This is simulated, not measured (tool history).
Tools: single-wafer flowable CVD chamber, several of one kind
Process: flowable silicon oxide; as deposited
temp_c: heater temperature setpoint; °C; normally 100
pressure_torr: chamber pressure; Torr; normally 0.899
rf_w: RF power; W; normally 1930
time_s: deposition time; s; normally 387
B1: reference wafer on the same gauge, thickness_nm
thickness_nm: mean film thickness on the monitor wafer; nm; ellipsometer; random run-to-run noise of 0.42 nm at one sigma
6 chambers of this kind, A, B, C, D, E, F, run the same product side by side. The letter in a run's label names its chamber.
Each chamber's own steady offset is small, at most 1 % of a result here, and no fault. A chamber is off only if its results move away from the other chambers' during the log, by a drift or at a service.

Run 1B, hour 10.1: usual settings; B1 218.96. Result: thickness_nm 269.66 nm.
At hour 10.5: chamber A: capacitance manometer re-zeroed and calibrated.
Run 2E, hour 16.2: usual settings; B1 218.95. Result: thickness_nm 269.11 nm.
Run 3F, hour 26.7: usual settings; B1 218.82. Result: thickness_nm 271.40 nm.
Run 4C, hour 35.9: usual settings; B1 218.80. Result: thickness_nm 272.39 nm.
At hour 36.6: chamber C: RF generator calibrated.
Run 5A, hour 47.5: usual settings; B1 218.74. Result: thickness_nm 269.86 nm.
At hour 55.8: chamber D: capacitance manometer re-zeroed and calibrated.
Run 6D, hour 56.6: usual settings but time_s 337 s; B1 218.75. Result: thickness_nm 235.12 nm.
Run 7A, hour 66.0: usual settings but time_s 337 s; B1 218.70. Result: thickness_nm 234.66 nm.
Run 8F, hour 74.1: usual settings but time_s 337 s; B1 218.76. Result: thickness_nm 236.37 nm.
Run 9B, hour 81.5: usual settings but time_s 337 s; B1 218.68. Result: thickness_nm 233.84 nm.
Run 10C, hour 92.7: usual settings but time_s 337 s; B1 218.69. Result: thickness_nm 237.01 nm.
Run 11D, hour 98.5: usual settings but time_s 337 s; B1 218.58. Result: thickness_nm 235.03 nm.
Run 12E, hour 110.6: usual settings but temp_c 114 °C, time_s 323 s; B1 218.54. Result: thickness_nm 142.11 nm.
Run 13B, hour 116.5: usual settings but temp_c 114 °C, time_s 323 s; B1 218.44. Result: thickness_nm 141.06 nm.
Run 14C, hour 122.1: usual settings but temp_c 114 °C, time_s 323 s; B1 218.36. Result: thickness_nm 144.57 nm.
Run 15F, hour 129.3: usual settings but temp_c 114 °C, time_s 323 s; B1 218.50. Result: thickness_nm 142.91 nm.
Run 16D, hour 139.4: usual settings but temp_c 114 °C, time_s 323 s; B1 218.44. Result: thickness_nm 142.60 nm.
Run 17E, hour 146.7: usual settings but temp_c 114 °C, time_s 323 s; B1 218.39. Result: thickness_nm 142.16 nm.
Run 18A, hour 154.0: usual settings; B1 218.37. Result: thickness_nm 269.21 nm.
Run 19F, hour 163.2: usual settings; B1 218.26. Result: thickness_nm 271.00 nm.
Run 20C, hour 173.2: usual settings but pressure_torr 0.994 Torr, time_s 442 s; B1 218.19. Result: thickness_nm 350.87 nm.
Run 21D, hour 182.5: usual settings but pressure_torr 0.994 Torr, time_s 442 s; B1 218.25. Result: thickness_nm 348.80 nm.
Run 22E, hour 192.9: usual settings but pressure_torr 0.994 Torr, time_s 442 s; B1 218.10. Result: thickness_nm 345.82 nm.
Run 23B, hour 199.0: usual settings but pressure_torr 0.994 Torr, time_s 442 s; B1 218.24. Result: thickness_nm 346.29 nm.
Run 24A, hour 207.4: usual settings but pressure_torr 0.994 Torr, time_s 442 s; B1 218.05. Result: thickness_nm 347.42 nm.
Run 25B, hour 214.2: usual settings but pressure_torr 0.994 Torr, time_s 442 s; B1 218.15. Result: thickness_nm 345.94 nm.
At hour 224.1: chamber F: RF generator calibrated.
Run 26D, hour 225.0: usual settings; B1 218.14. Result: thickness_nm 270.08 nm.
At hour 226.8: chamber A: RF generator calibrated.
Run 27A, hour 237.1: usual settings but rf_w 1650 W; B1 218.04. Result: thickness_nm 258.18 nm.
Run 28E, hour 246.1: usual settings but rf_w 1650 W; B1 217.99. Result: thickness_nm 257.02 nm.
Run 29F, hour 256.0: usual settings but rf_w 1650 W; B1 217.97. Result: thickness_nm 259.81 nm.
Run 30C, hour 266.6: usual settings but rf_w 1650 W; B1 217.86. Result: thickness_nm 261.44 nm.
Run 31F, hour 273.7: usual settings but rf_w 1650 W; B1 217.75. Result: thickness_nm 259.70 nm.
Run 32B, hour 283.0: usual settings but rf_w 1650 W; B1 217.83. Result: thickness_nm 256.84 nm.
Run 33E, hour 289.1: usual settings; B1 217.77. Result: thickness_nm 268.01 nm.
Run 34D, hour 300.6: usual settings; B1 217.79. Result: thickness_nm 269.39 nm.
Run 35C, hour 312.3: usual settings; B1 217.67. Result: thickness_nm 270.56 nm.
Run 36A, hour 322.8: usual settings; B1 217.67. Result: thickness_nm 268.46 nm.

Which is it: a chamber that has drifted or been left off by a service, a gauge drift common to all chambers, or only each chamber's usual small offset? If a chamber is off, name it and its likeliest cause.

Every chamber seems to shift together because the gauge that measures them all drifts; the chambers themselves are fine.
What lies behind it: gauge reads low (%) = 0.645.

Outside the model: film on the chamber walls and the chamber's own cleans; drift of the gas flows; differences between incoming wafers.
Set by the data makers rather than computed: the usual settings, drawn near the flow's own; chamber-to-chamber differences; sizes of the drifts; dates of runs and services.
